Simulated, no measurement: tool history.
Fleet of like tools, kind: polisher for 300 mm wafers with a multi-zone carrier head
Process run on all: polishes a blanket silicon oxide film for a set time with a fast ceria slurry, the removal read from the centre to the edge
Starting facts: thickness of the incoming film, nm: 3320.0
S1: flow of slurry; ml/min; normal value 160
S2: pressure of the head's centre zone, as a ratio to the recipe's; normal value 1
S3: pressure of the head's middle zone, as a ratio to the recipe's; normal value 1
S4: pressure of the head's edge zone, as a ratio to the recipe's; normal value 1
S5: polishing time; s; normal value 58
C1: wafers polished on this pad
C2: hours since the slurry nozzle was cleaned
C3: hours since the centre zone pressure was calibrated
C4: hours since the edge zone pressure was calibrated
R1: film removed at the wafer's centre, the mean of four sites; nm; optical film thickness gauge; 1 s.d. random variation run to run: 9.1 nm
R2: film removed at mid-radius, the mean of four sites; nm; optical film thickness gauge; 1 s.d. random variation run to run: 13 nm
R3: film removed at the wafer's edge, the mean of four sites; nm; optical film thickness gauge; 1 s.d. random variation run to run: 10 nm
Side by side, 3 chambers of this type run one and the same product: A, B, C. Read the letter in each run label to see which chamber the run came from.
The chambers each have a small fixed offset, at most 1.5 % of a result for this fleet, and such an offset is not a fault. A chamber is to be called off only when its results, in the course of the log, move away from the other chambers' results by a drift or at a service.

| run | day | S1 | S2 | S3 | S4 | S5 | C1 | C2 | C3 | C4 | R1 | R2 | R3 |
|---|---|---|---|---|---|---|---|---|---|---|---|---|---|
|  | 0.046 | chamber A: worn pad replaced by a new one |
|  | 0.208 | chamber B: worn pad replaced by a new one |
| 1B | 0.312 | 160 | 1 | 1 | 1 | 58 | 37 | 170.1 | 1146.8 | 181.2 | 906 | 924.57 | 913.04 |
|  | 0.379 | chamber C: worn pad replaced by a new one |
| 2C | 0.729 | 160 | 1 | 1 | 1 | 58 | 123 | 133 | 311.3 | 575.4 | 908.09 | 938.54 | 912.84 |
| 3A | 1.021 | 160 | 1 | 1 | 1 | 58 | 342 | 608.9 | 668.8 | 811.5 | 907.22 | 909.11 | 911.32 |
| 4A | 1.388 | 160 | 1 | 1 | 1 | 58 | 470 | 617.7 | 677.6 | 820.3 | 889.45 | 896.61 | 919.47 |
| 5B | 1.688 | 160 | 1 | 1 | 1 | 58 | 518 | 203.1 | 1179.8 | 214.2 | 920.15 | 925.79 | 905.35 |
| 6C | 1.983 | 160 | 1 | 1 | 1 | 58 | 563 | 163.1 | 341.4 | 605.5 | 901.56 | 919.34 | 894.78 |
| 7B | 2.212 | 160 | 1 | 1 | 1 | 58 | 702 | 215.7 | 1192.4 | 226.8 | 895.43 | 933.34 | 907.91 |
|  | 2.217 | chamber A: worn pad replaced by a new one |
| 8C | 2.65 | 160 | 1 | 1 | 1 | 58 | 796 | 179.1 | 357.4 | 621.5 | 917.68 | 901.28 | 902.96 |
| 9A | 3.112 | 140 | 1 | 1 | 1 | 43 | 314 | 659.1 | 719 | 861.7 | 662.01 | 645.47 | 656.19 |
|  | 3.188 | chamber B: worn pad replaced by a new one |
| 10B | 3.596 | 140 | 1 | 1 | 1 | 43 | 144 | 248.9 | 1225.6 | 260 | 657.47 | 667.75 | 661.41 |
| 11A | 4.054 | 140 | 1 | 1 | 1 | 43 | 644 | 681.7 | 741.6 | 884.3 | 645.64 | 658.64 | 668.8 |
|  | 4.317 | chamber C: worn pad replaced by a new one |
| 12C | 4.367 | 160 | 1 | 1 | 1 | 58 | 18 | 220.3 | 398.6 | 662.7 | 902.62 | 880.22 | 893.24 |
|  | 4.633 | chamber A: worn pad replaced by a new one |
|  | 4.696 | chamber B: centre zone pressure recalibrated |
| 13A | 4.721 | 160 | 1 | 1 | 1 | 58 | 31 | 697.7 | 757.6 | 900.3 | 917.24 | 908.9 | 922.11 |
| 14B | 5.188 | 160 | 1 | 1 | 1 | 58 | 701 | 287.1 | 11.8 | 298.2 | 829.11 | 899.66 | 914.53 |
| 15C | 5.517 | 160 | 1 | 1 | 1 | 58 | 421 | 247.9 | 426.2 | 690.3 | 898.98 | 913.68 | 904.4 |
|  | 5.658 | chamber C: edge zone pressure recalibrated |
|  | 5.967 | chamber B: worn pad replaced by a new one |
| 16A | 6.012 | 160 | 1 | 1 | 1 | 58 | 484 | 728.7 | 788.6 | 931.3 | 915.55 | 888.12 | 914.16 |
| 17B | 6.308 | 160 | 1 | 1 | 1 | 58 | 120 | 314 | 38.7 | 325.1 | 828.57 | 912.16 | 899.4 |
|  | 6.338 | chamber B: edge zone pressure recalibrated |
| 18C | 6.7 | 160 | 1 | 1 | 1 | 58 | 836 | 276.3 | 454.6 | 25 | 894.71 | 885.95 | 892.31 |
|  | 6.812 | chamber A: worn pad replaced by a new one |
| 19B | 7.058 | 160 | 1 | 1 | 1 | 58 | 383 | 332 | 56.7 | 17.4 | 826.41 | 914.1 | 904.04 |
|  | 7.433 | chamber A: slurry nozzle cleaned |
| 20A | 7.467 | 160 | 1 | 1 | 1 | 58 | 229 | 0.8 | 823.5 | 966.2 | 900.44 | 897.46 | 929.39 |
| 21C | 7.767 | 160 | 1 | 1 | 1 | 58 | 1210 | 301.9 | 480.2 | 50.6 | 900.55 | 935.39 | 903.94 |
|  | 8.267 | chamber B: worn pad replaced by a new one |
| 22B | 8.275 | 160 | 1 | 1 | 1 | 58 | 3 | 361.2 | 85.9 | 46.6 | 831 | 892.61 | 918.73 |
|  | 8.458 | chamber C: worn pad replaced by a new one |
| 23C | 8.512 | 160 | 1.11 | 1.08 | 1 | 58 | 19 | 319.8 | 498.1 | 68.5 | 1016.3 | 973.72 | 904.4 |
| 24A | 8.892 | 160 | 1.11 | 1.08 | 1 | 58 | 728 | 35 | 857.7 | 1000.4 | 1009.1 | 959.17 | 915.02 |
| 25A | 9.196 | 160 | 1.11 | 1.08 | 1 | 58 | 835 | 42.3 | 865 | 1007.7 | 1034.8 | 949.45 | 910.16 |
|  | 9.575 | chamber A: worn pad replaced by a new one |
| 26C | 9.621 | 160 | 1 | 1 | 1 | 58 | 408 | 346.4 | 524.7 | 95.1 | 904.12 | 903.83 | 907.45 |
| 27B | 10.104 | 160 | 1 | 1 | 1 | 58 | 644 | 405.1 | 129.8 | 90.5 | 842.95 | 911.89 | 910.06 |
| 28C | 10.338 | 160 | 1 | 1 | 1 | 58 | 659 | 363.6 | 541.9 | 112.3 | 905.28 | 894.57 | 914.44 |
| 29B | 10.596 | 160 | 1 | 1 | 1 | 58 | 816 | 416.9 | 141.6 | 102.3 | 827.13 | 904.79 | 904.48 |
|  | 10.746 | chamber B: worn pad replaced by a new one |
| 30A | 11.021 | 160 | 1 | 1 | 1 | 58 | 506 | 86.1 | 908.8 | 1051.5 | 914.25 | 898.91 | 909.86 |
| 31B | 11.408 | 160 | 1 | 1 | 1 | 58 | 232 | 436.4 | 161.1 | 121.8 | 830.79 | 914.05 | 926.65 |
| 32C | 11.754 | 160 | 1 | 1 | 0.93 | 58 | 1155 | 397.6 | 575.9 | 146.3 | 896.37 | 895.55 | 861.17 |
| 33A | 12.092 | 160 | 1 | 1 | 0.93 | 58 | 882 | 111.8 | 934.5 | 1077.2 | 922.41 | 906.76 | 883.12 |

All chambers now run identical settings, listed one chamber a line with results as question marks. What results will each chamber show?
| 34A | 12.458 | 160 | 1 | 1 | 1.04 | 58 |  |  |  |  | ? | ? | ? |
| 34B | 12.458 | 160 | 1 | 1 | 1.04 | 58 |  |  |  |  | ? | ? | ? |
| 34C | 12.458 | 160 | 1 | 1 | 1.04 | 58 |  |  |  |  | ? | ? | ? |

| run | R1 | R2 | R3 |
|---|---|---|---|
| 34A | 893.72 | 905.26 | 927.71 |
| 34B | 834.67 | 924.55 | 918.94 |
| 34C | 889.42 | 896.67 | 911.07 |

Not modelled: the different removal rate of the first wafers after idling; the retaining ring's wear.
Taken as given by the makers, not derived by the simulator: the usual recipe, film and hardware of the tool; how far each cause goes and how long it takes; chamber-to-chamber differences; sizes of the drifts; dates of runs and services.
